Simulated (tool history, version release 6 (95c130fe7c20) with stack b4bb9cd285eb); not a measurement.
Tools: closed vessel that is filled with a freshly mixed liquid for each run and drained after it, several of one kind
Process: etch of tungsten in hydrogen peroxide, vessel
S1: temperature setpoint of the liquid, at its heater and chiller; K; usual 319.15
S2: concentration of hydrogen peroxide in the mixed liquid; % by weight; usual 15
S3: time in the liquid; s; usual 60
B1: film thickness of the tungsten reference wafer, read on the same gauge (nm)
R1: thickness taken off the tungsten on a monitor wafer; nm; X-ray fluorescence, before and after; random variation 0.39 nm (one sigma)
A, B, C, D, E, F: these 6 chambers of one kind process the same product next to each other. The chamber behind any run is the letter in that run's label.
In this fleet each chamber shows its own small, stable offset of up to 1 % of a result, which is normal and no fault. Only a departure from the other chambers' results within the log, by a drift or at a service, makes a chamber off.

Run 1C, hour 12.7: usual settings; B1 129.99. Result: R1 56.667 nm.
Run 2F, hour 22.8: usual settings; B1 130.01. Result: R1 57.858 nm.
Run 3B, hour 34.2: usual settings; B1 129.97. Result: R1 57.753 nm.
Run 4E, hour 41.2: usual settings; B1 129.99. Result: R1 57.682 nm.
Run 5D, hour 47.8: usual settings; B1 130.07. Result: R1 57.244 nm.
Run 6A, hour 58.1: usual settings; B1 129.96. Result: R1 58.028 nm.
Run 7E, hour 71.2: usual settings; B1 129.98. Result: R1 57.922 nm.
At hour 85.7: chamber D: peroxide flow meter replaced.
Run 8F, hour 86.1: usual settings but S1 313.15 K, S2 13 % by weight; B1 130.01. Result: R1 36.427 nm.
At hour 89.8: chamber C: peroxide flow meter replaced.
Run 9C, hour 100.7: usual settings but S1 313.15 K, S2 13 % by weight; B1 130.01. Result: R1 35.462 nm.
At hour 102.5: chamber A: thermometer replaced.
Run 10D, hour 109.9: usual settings but S1 313.15 K, S2 13 % by weight; B1 130.06. Result: R1 36.330 nm.
Run 11A, hour 117.3: usual settings but S1 313.15 K, S2 13 % by weight; B1 130.01. Result: R1 36.533 nm.
Run 12B, hour 129.0: usual settings but S1 313.15 K, S2 13 % by weight; B1 130.01. Result: R1 37.063 nm.
Run 13C, hour 137.7: usual settings but S1 313.15 K, S2 13 % by weight; B1 130.01. Result: R1 36.019 nm.
Run 14F, hour 151.3: usual settings; B1 129.99. Result: R1 57.150 nm.
Run 15B, hour 163.5: usual settings but S1 314.15 K, S3 75 s; B1 129.97. Result: R1 52.493 nm.
Run 16D, hour 177.0: usual settings but S1 314.15 K, S3 75 s; B1 130.04. Result: R1 51.690 nm.
Run 17A, hour 188.3: usual settings but S1 314.15 K, S3 75 s; B1 129.96. Result: R1 51.824 nm.
Run 18E, hour 200.2: usual settings but S1 314.15 K, S3 75 s; B1 129.97. Result: R1 52.959 nm.
Run 19C, hour 207.3: usual settings but S1 314.15 K, S3 75 s; B1 129.96. Result: R1 51.552 nm.
Run 20E, hour 220.2: usual settings but S1 314.15 K, S3 75 s; B1 130.02. Result: R1 52.477 nm.
Run 21A, hour 235.0: usual settings; B1 130.04. Result: R1 57.748 nm.
Run 22B, hour 250.1: usual settings; B1 130.04. Result: R1 58.107 nm.
Run 23F, hour 261.7: usual settings; B1 130.05. Result: R1 57.479 nm.
Run 24D, hour 270.8: usual settings; B1 130.00. Result: R1 57.480 nm.
Run 25D, hour 280.5: usual settings but S1 323.15 K, S2 17 % by weight; B1 129.99. Result: R1 78.376 nm.
At hour 282.7: chamber A: peroxide flow meter replaced.
Run 26C, hour 288.7: usual settings but S1 323.15 K, S2 17 % by weight; B1 129.98. Result: R1 78.276 nm.
At hour 288.9: chamber F: new drum of peroxide connected.
Run 27B, hour 302.4: usual settings but S1 323.15 K, S2 17 % by weight; B1 130.01. Result: R1 78.856 nm.
At hour 312.0: chamber C: new drum of peroxide connected.
Run 28F, hour 316.2: usual settings but S1 323.15 K, S2 17 % by weight; B1 130.01. Result: R1 77.616 nm.
At hour 317.9: chamber D: thermometer replaced.
Run 29A, hour 323.5: usual settings but S1 323.15 K, S2 17 % by weight; B1 129.98. Result: R1 79.701 nm.
Run 30E, hour 334.1: usual settings but S1 323.15 K, S2 17 % by weight; B1 130.04. Result: R1 75.358 nm.
Run 31B, hour 346.5: usual settings; B1 130.02. Result: R1 57.865 nm.
Run 32A, hour 360.3: usual settings; B1 130.00. Result: R1 57.117 nm.
Run 33C, hour 374.9: usual settings but S1 314.15 K, S3 50 s; B1 129.99. Result: R1 34.392 nm.
Run 34F, hour 381.6: usual settings but S1 314.15 K, S3 50 s; B1 130.01. Result: R1 35.114 nm.
Run 35D, hour 395.4: usual settings but S1 314.15 K, S3 50 s; B1 129.96. Result: R1 34.685 nm.
Run 36E, hour 404.7: usual settings but S1 314.15 K, S3 50 s; B1 130.00. Result: R1 33.099 nm.
Run 37E, hour 413.0: usual settings but S1 314.15 K, S3 50 s; B1 130.04. Result: R1 32.436 nm.
Run 38B, hour 421.7: usual settings but S1 314.15 K, S3 50 s; B1 130.01. Result: R1 35.200 nm.
Run 39F, hour 433.3: usual settings; B1 130.02. Result: R1 57.534 nm.
Run 40C, hour 442.5: usual settings but S2 12 % by weight, S3 90 s; B1 130.02. Result: R1 77.196 nm.
Run 41A, hour 451.8: usual settings but S2 12 % by weight, S3 90 s; B1 129.97. Result: R1 78.297 nm.
Run 42D, hour 460.2: usual settings but S2 12 % by weight, S3 90 s; B1 130.01. Result: R1 77.596 nm.

Read the log: is a single chamber off, either drifting away or since a service, is the gauge that measures every chamber drifting, or is nothing wrong beyond small per-chamber offsets? Name any odd chamber and what most likely caused it.

One chamber, E, drifts off from the rest bit by bit.
What lies behind it: liquid colder than its thermometer reads (K) = 1.34.

Chamber E could run next with any of the 4 candidate recipes listed below; each alters the usual settings, and their results appear as question marks. Which one brings its results back in line with what the other chambers deliver on the usual settings?
To be in line, a result may differ from the other chambers' mean on the usual settings by at most: R1 1.400 nm
Run 43E-1, hour 471.1: usual settings but S1 318.15 K. Result: R1 ?.
Run 43E-2, hour 471.1: usual settings but S2 19 % by weight. Result: R1 ?.
Run 43E-3, hour 471.1: usual settings but S2 12 % by weight. Result: R1 ?.
Run 43E-4, hour 471.1: usual settings but S3 65 s. Result: R1 ?.

What the other chambers average on the usual settings: R1 57.601 nm
  run      R1
43E-1  50.580
43E-2  60.555
43E-3  48.291
43E-4  58.380
43E-4 puts the chamber back in line with the other chambers.
